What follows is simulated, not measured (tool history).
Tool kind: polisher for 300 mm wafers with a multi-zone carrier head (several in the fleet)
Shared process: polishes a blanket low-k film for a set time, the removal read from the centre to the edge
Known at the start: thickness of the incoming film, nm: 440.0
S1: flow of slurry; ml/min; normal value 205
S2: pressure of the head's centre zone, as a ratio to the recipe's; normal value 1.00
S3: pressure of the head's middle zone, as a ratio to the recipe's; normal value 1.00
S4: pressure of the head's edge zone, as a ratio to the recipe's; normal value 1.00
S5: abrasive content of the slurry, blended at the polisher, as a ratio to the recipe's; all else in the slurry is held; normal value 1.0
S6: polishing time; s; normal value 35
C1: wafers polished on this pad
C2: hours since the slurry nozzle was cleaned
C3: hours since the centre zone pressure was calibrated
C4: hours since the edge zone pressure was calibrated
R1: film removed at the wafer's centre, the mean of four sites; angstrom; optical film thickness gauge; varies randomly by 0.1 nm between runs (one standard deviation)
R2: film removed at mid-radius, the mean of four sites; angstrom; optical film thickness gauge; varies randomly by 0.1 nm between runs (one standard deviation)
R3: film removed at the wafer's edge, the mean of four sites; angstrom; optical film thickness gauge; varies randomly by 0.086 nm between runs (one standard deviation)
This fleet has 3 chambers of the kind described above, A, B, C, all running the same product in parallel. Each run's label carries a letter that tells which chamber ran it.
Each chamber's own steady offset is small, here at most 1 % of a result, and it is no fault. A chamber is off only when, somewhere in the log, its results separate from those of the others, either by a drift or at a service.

run   hour   S1    S2    S3    S4   S5  S6    C1     C2     C3      C4       R1       R2       R3
 1A    6.2  205  1.00  1.00  1.00  1.0  35   544  124.9  168.3   784.1   92.787   95.308   95.376
      11.5  -- chamber C: worn pad replaced by a new one
 2C   14.7  205  1.00  1.00  1.00  1.0  35    29  362.8  870.3   281.9   94.415   95.219   95.277
 3B   20.3  205  1.00  1.00  1.00  1.0  35   577   98.4  558.7   927.6   96.038   98.037   93.422
 4A   26.2  205  1.00  1.00  1.00  1.0  35   726  144.9  188.3   804.1   93.941   95.294   95.871
      26.9  -- chamber A: edge zone pressure recalibrated
 5C   31.2  205  1.00  1.00  1.00  1.0  35   180  379.3  886.8   298.4   93.141   95.402   94.834
      35.2  -- chamber B: worn pad replaced by a new one
      36.2  -- chamber C: slurry nozzle cleaned
 6B   39.4  205  1.00  1.00  1.00  1.0  35    38  117.5  577.8   946.7   96.286   96.713   94.768
      43.2  -- chamber A: worn pad replaced by a new one
 7C   45.1  270  1.00  1.00  1.00  0.8  35   306    9.0  900.7   312.3   89.105   89.234   87.632
 8A   54.5  270  1.00  1.00  1.00  0.8  35   103  173.2  216.6    27.7   87.245   86.942   87.849
 9B   63.4  270  1.00  1.00  1.00  0.8  35   256  141.5  601.8   970.7   87.940   89.879   87.499
10A   70.7  205  1.00  1.00  1.00  1.0  35   250  189.4  232.8    43.9   93.998   95.277   95.080
11B   81.2  205  1.00  1.00  1.00  1.0  35   418  159.3  619.6   988.5   96.144   94.358   95.178
12C   91.7  205  1.00  1.00  1.00  1.0  35   731   55.6  947.3   358.9   95.260   94.178   95.089
13B  100.1  205  1.00  1.00  1.00  1.0  35   591  178.2  638.5  1007.4   94.100   95.864   94.201
     108.5  -- chamber C: worn pad replaced by a new one
14C  109.6  205  1.00  1.00  1.00  1.0  35    10   73.5  965.2   376.8   94.235   94.341   93.749
     110.5  -- chamber B: edge zone pressure recalibrated
15A  117.9  205  1.00  1.00  1.00  1.0  39   680  236.6  280.0    91.1  103.680  105.290  105.250
     123.1  -- chamber B: worn pad replaced by a new one
16A  123.5  205  1.00  1.00  1.00  1.0  39   731  242.2  285.6    96.7  104.620  104.100  106.600
17C  129.4  205  1.00  1.00  1.00  1.0  39   190   93.3  985.0   396.6  107.590  105.590  105.440
18B  135.3  205  1.00  1.00  1.00  1.0  35   111  213.4  673.7    24.8   95.591   96.794   94.995
19B  144.1  205  1.00  1.00  1.00  1.0  35   191  222.2  682.5    33.6   95.399   97.447   94.482
     147.6  -- chamber C: centre zone pressure recalibrated
20A  154.5  205  1.00  1.00  1.00  1.2  35  1013  273.2  316.6   127.7  103.290  103.010  102.840
     155.6  -- chamber A: worn pad replaced by a new one
21C  164.1  205  1.00  1.00  1.00  1.2  35   506  128.0   16.6   431.3  103.550  101.780  100.580
22A  171.1  205  1.00  1.00  1.00  1.2  35   141  289.8  333.2   144.3  101.990  104.390  102.670
23B  178.8  205  1.00  1.00  1.00  1.0  35   507  256.9  717.2    68.3   95.446   93.198   92.967
24C  186.5  205  1.00  1.00  1.00  1.0  35   710  150.4   39.0   453.7   94.350   95.352   94.484
25B  191.7  205  1.00  1.00  1.00  1.0  35   624  269.8  730.1    81.2   93.801   96.379   92.821
26A  201.4  160  1.00  0.95  1.00  1.0  35   417  320.1  363.5   174.6   91.743   87.033   93.471
     206.4  -- chamber C: worn pad replaced by a new one
27C  208.1  160  1.00  0.95  1.00  1.0  35    16  172.0   60.6   475.3   90.639   87.199   90.517
28A  217.6  160  1.00  0.95  1.00  1.0  35   565  336.3  379.7   190.8   90.798   87.270   91.538
     221.6  -- chamber B: worn pad replaced by a new one
29B  222.4  205  1.00  1.00  1.00  1.0  35     7  300.5  760.8   111.9   95.353   96.271   93.741
30C  231.8  205  1.00  1.00  1.00  1.0  35   231  195.7   84.3   499.0   94.114   94.934   93.072
31B  240.2  205  1.00  1.00  1.00  1.0  35   169  318.3  778.6   129.7   93.057   95.543   93.990
32C  249.5  205  1.00  1.00  1.00  1.0  35   393  213.4  102.0   516.7   92.288   96.722   95.098
     252.3  -- chamber A: slurry nozzle cleaned
33A  254.1  205  1.00  1.00  1.00  1.0  35   897    1.9  416.2   227.3   93.650   94.590   94.731
     254.5  -- chamber A: worn pad replaced by a new one
34C  263.2  205  1.00  1.00  1.00  1.0  35   517  227.1  115.7   530.4   95.384   95.052   96.551
35A  272.5  205  1.00  1.00  1.00  1.0  35   164   20.3  434.6   245.7   95.200   95.461   95.743
36B  281.4  205  1.00  1.00  1.00  1.0  35   544  359.5  819.8   170.9   96.708   96.447   95.007
37C  290.9  205  1.00  1.00  1.00  1.0  35   770  254.8  143.4   558.1   96.098   95.491   94.176
38B  298.3  205  0.96  1.11  1.00  1.0  35   698  376.4  836.7   187.8   91.780  105.300   94.622
     303.0  -- chamber C: worn pad replaced by a new one
39A  305.1  205  0.96  1.11  1.00  1.0  35   461   52.9  467.2   278.3   89.563  105.400   94.886
     308.4  -- chamber B: worn pad replaced by a new one
40C  309.9  205  0.96  1.11  1.00  1.0  35    63  273.8  162.4   577.1   90.221  104.290   93.958
41B  318.7  205  1.00  1.00  1.00  1.2  35    93  396.8  857.1   208.2   99.691  103.840  101.230
42A  327.4  205  1.00  1.00  1.00  1.2  35   664   75.2  489.5   300.6  101.840  104.090  104.710
43C  337.3  205  1.00  1.00  1.00  1.2  35   312  301.2  189.8   604.5  102.410  101.730  102.560
44B  343.3  205  1.00  1.00  1.00  1.0  35   317  421.4  881.7   232.8   96.462   95.969   94.607

All 3 chambers run these settings next. Forecast each chamber's results:
45A  350.9  205  1.00  1.00  1.11  1.0  35                   ?   ?   ?
45B  350.9  205  1.00  1.00  1.11  1.0  35                   ?   ?   ?
45C  350.9  205  1.00  1.00  1.11  1.0  35                   ?   ?   ?

run      R1      R2       R3
45A  93.892  95.534  100.300
45B  93.740  97.646   99.734
45C  93.307  96.715  101.050
